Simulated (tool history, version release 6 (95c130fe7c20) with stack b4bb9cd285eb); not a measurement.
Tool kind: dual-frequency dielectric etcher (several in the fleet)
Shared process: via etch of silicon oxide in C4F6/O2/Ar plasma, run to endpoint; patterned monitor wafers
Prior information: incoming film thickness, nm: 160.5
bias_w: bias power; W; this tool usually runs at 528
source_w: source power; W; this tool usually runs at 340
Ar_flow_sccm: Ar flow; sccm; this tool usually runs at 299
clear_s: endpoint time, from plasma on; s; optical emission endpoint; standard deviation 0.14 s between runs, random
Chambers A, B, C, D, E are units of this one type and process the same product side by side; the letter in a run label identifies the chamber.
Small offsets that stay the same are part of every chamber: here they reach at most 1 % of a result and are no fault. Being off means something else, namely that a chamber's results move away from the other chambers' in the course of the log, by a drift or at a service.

Run 1B, hour 5.3: usual settings. Result: clear_s 36.726 s.
Run 2E, hour 15.5: usual settings. Result: clear_s 36.840 s.
Run 3A, hour 22.9: usual settings. Result: clear_s 36.871 s.
Run 4D, hour 34.4: usual settings. Result: clear_s 36.431 s.
Run 5C, hour 39.8: usual settings. Result: clear_s 36.709 s.
Run 6A, hour 46.4: usual settings. Result: clear_s 36.637 s.
Run 7E, hour 55.8: usual settings but source_w 390 W. Result: clear_s 35.002 s.
At hour 59.5: chamber D: bias power generator calibrated.
Run 8D, hour 61.8: usual settings but source_w 390 W. Result: clear_s 34.610 s.
Run 9B, hour 73.9: usual settings but source_w 390 W. Result: clear_s 35.048 s.
Run 10C, hour 84.5: usual settings but source_w 390 W. Result: clear_s 35.032 s.
Run 11A, hour 90.4: usual settings but source_w 390 W. Result: clear_s 34.962 s.
Run 12C, hour 98.9: usual settings. Result: clear_s 36.935 s.
Run 13B, hour 106.8: usual settings. Result: clear_s 36.659 s.
Run 14D, hour 115.0: usual settings. Result: clear_s 36.611 s.
Run 15E, hour 120.4: usual settings. Result: clear_s 36.724 s.
Run 16B, hour 129.9: usual settings but Ar_flow_sccm 259 sccm. Result: clear_s 35.996 s.
Run 17A, hour 139.4: usual settings but Ar_flow_sccm 259 sccm. Result: clear_s 35.983 s.
Run 18E, hour 148.8: usual settings but Ar_flow_sccm 259 sccm. Result: clear_s 36.435 s.
Run 19C, hour 157.9: usual settings but Ar_flow_sccm 259 sccm. Result: clear_s 35.858 s.
Run 20D, hour 169.9: usual settings but Ar_flow_sccm 259 sccm. Result: clear_s 36.132 s.
Run 21C, hour 178.8: usual settings. Result: clear_s 36.575 s.
Run 22D, hour 190.6: usual settings. Result: clear_s 36.545 s.
Run 23B, hour 197.5: usual settings. Result: clear_s 36.866 s.
Run 24E, hour 204.4: usual settings. Result: clear_s 37.229 s.
Run 25A, hour 210.8: usual settings. Result: clear_s 36.745 s.
Run 26E, hour 216.7: usual settings. Result: clear_s 37.448 s.
Run 27D, hour 226.4: usual settings. Result: clear_s 36.665 s.
Run 28A, hour 231.6: usual settings. Result: clear_s 36.783 s.
Run 29C, hour 239.5: usual settings. Result: clear_s 36.594 s.
Run 30B, hour 246.4: usual settings. Result: clear_s 36.704 s.
Run 31D, hour 257.8: usual settings. Result: clear_s 36.514 s.
Run 32E, hour 267.5: usual settings. Result: clear_s 37.727 s.
Run 33B, hour 279.4: usual settings. Result: clear_s 36.845 s.
At hour 287.3: chamber C: wet clean of the chamber.
Run 34A, hour 289.4: usual settings. Result: clear_s 36.777 s.
Run 35C, hour 299.2: usual settings. Result: clear_s 36.940 s.
Run 36D, hour 305.5: usual settings. Result: clear_s 36.300 s.
Run 37E, hour 314.2: usual settings. Result: clear_s 38.019 s.
Run 38B, hour 320.6: usual settings. Result: clear_s 36.581 s.
Run 39C, hour 330.1: usual settings but bias_w 474 W, Ar_flow_sccm 254 sccm. Result: clear_s 37.666 s.
Run 40A, hour 336.9: usual settings but bias_w 474 W, Ar_flow_sccm 254 sccm. Result: clear_s 37.796 s.
Run 41D, hour 346.8: usual settings but bias_w 474 W, Ar_flow_sccm 254 sccm. Result: clear_s 37.566 s.
At hour 348.8: chamber B: wet clean of the chamber.
Run 42A, hour 356.7: usual settings but bias_w 474 W, Ar_flow_sccm 254 sccm. Result: clear_s 37.782 s.
Run 43B, hour 367.4: usual settings but bias_w 474 W, Ar_flow_sccm 254 sccm. Result: clear_s 37.689 s.
Run 44E, hour 377.9: usual settings. Result: clear_s 38.305 s.

Which is it: a chamber that has drifted or been left off by a service, a gauge drift common to all chambers, or only each chamber's usual small offset? If a chamber is off, name it and its likeliest cause.

It is chamber E that slowly wanders off from its peers.
Likeliest cause: etch rate under this chamber's usual, % = 4.24.

Which of the 4 candidates below, each the usual settings with something changed and its results left as question marks, puts chamber E back in line with what the other chambers give on the usual settings?
Allowed miss from the other chambers' usual-settings mean, per result, to count as in line: clear_s 0.500 s
Run 45E-1, hour 386.7: usual settings but bias_w 560 W, source_w 360 W, Ar_flow_sccm 294 sccm. Result: clear_s ?.
Run 45E-2, hour 386.7: usual settings but source_w 360 W, Ar_flow_sccm 294 sccm. Result: clear_s ?.
Run 45E-3, hour 386.7: usual settings but bias_w 467 W. Result: clear_s ?.
Run 45E-4, hour 386.7: usual settings but bias_w 501 W. Result: clear_s ?.

Other chambers, usual settings, mean: clear_s 36.724 s
  run  clear_s
45E-1   36.693
45E-2   37.536
45E-3   40.262
45E-4   39.197
45E-1 puts the chamber back in line with the other chambers.
